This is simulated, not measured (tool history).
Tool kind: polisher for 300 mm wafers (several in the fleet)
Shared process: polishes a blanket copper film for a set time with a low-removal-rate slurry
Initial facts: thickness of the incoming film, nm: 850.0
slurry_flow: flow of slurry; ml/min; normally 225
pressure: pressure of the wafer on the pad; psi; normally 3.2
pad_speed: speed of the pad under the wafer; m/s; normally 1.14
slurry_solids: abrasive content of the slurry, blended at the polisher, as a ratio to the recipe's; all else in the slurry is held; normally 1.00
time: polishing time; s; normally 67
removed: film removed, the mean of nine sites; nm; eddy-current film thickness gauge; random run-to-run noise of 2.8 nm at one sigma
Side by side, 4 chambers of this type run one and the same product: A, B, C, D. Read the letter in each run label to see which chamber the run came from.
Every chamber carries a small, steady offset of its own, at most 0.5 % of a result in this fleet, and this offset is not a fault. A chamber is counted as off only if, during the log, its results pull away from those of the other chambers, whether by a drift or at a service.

run,hour,slurry_flow,pressure,pad_speed,slurry_solids,time,removed
# hour 10.2: chamber A: worn pad replaced by a new one
1C,15.3,225,3.2,1.14,1.00,67,203.10
# hour 26.2: chamber C: slurry blender recalibrated
2B,27.4,225,3.2,1.14,1.00,67,203.87
3D,35.1,225,3.2,1.14,1.00,67,205.85
4A,42.3,225,3.2,1.14,1.00,67,205.13
5A,50.1,225,3.2,1.14,1.00,67,205.33
6C,65.9,225,3.2,1.14,1.00,67,205.62
# hour 66.7: chamber C: head pressure recalibrated
7D,78.3,225,2.4,1.14,0.85,67,150.81
# hour 82.3: chamber B: worn pad replaced by a new one
8B,85.5,225,2.4,1.14,0.85,67,151.39
# hour 91.1: chamber D: worn pad replaced by a new one
9C,93.9,225,2.4,1.14,0.85,67,148.31
# hour 103.4: chamber A: worn pad replaced by a new one
10A,109.4,225,2.4,1.14,0.85,67,149.02
# hour 119.4: chamber B: slurry blender recalibrated
11D,125.6,225,3.2,0.84,1.00,67,151.41
12B,134.4,225,3.2,0.84,1.00,67,153.31
13A,150.2,225,3.2,0.84,1.00,67,150.55
# hour 156.1: chamber B: worn pad replaced by a new one
# hour 159.1: chamber A: slurry blender recalibrated
14D,163.6,225,3.2,0.84,1.00,67,149.85
# hour 175.1: chamber D: head pressure recalibrated
15C,175.1,225,3.2,1.14,1.00,67,206.68
16B,184.3,225,3.2,1.14,1.00,67,205.91
# hour 193.1: chamber A: worn pad replaced by a new one
17C,194.3,225,3.2,1.14,1.00,67,199.28
# hour 199.9: chamber B: slurry nozzle cleaned
18B,209.6,225,3.2,1.14,1.00,67,206.12
# hour 223.0: chamber D: slurry blender recalibrated
19D,224.4,225,3.2,1.14,1.00,67,207.26
# hour 227.7: chamber B: worn pad replaced by a new one
20A,235.3,225,3.2,0.82,0.75,67,138.44
# hour 238.8: chamber D: worn pad replaced by a new one
21B,251.2,225,3.2,0.82,0.75,67,135.14
# hour 254.9: chamber D: slurry nozzle cleaned
22D,263.6,225,3.2,0.82,0.75,67,141.56
# hour 265.7: chamber A: worn pad replaced by a new one
23A,276.3,225,3.2,0.82,0.75,67,138.20
# hour 281.5: chamber A: head pressure recalibrated
24C,290.6,225,3.2,1.14,1.00,67,192.33
# hour 304.5: chamber B: worn pad replaced by a new one
25A,306.7,225,3.2,1.14,1.00,67,202.65
26D,314.6,225,3.2,1.14,1.00,67,205.66
# hour 322.9: chamber A: slurry blender recalibrated
27C,330.9,225,3.2,1.14,1.00,67,188.50
28B,345.0,225,3.2,0.80,1.00,88,191.77
# hour 350.7: chamber A: worn pad replaced by a new one
29D,352.2,225,3.2,0.80,1.00,88,193.13
30C,359.7,225,3.2,0.80,1.00,88,171.43
# hour 365.7: chamber C: slurry blender recalibrated
31B,372.6,225,3.2,0.80,1.00,88,190.83
32A,382.0,225,3.2,1.14,1.00,67,201.14
33C,389.4,225,3.2,1.14,1.00,67,181.44

One chamber off, gauge drift, or nothing amiss beyond the chambers' own small offsets? If it is a chamber, which one, and what is the likeliest cause?

One chamber, C, drifts off from the rest bit by bit.
Cause: removal rate lost through wear of the pad, % = 10.6.
It could be hard to tell apart here from: head's pressure below its setpoint, %.

Here are 4 candidates for chamber C's next run, each the usual settings with a change, their results left as question marks. Which one brings its results back in line with what the others give on the usual settings?
In line means no further than this from the other chambers' mean on the usual settings: removed 9.80 nm
34C-1,401.2,225,3.3,1.18,1.00,69,?
34C-2,401.2,225,3.1,1.10,1.00,65,?
34C-3,401.2,225,2.9,1.14,1.00,61,?
34C-4,401.2,230,3.2,1.38,1.05,67,?

Average result of the remaining chambers running the usual settings: removed 203.79 nm
run,removed
34C-1,199.63
34C-2,164.39
34C-3,149.52
34C-4,223.13
It is 34C-1 that realigns the chamber with its peers.
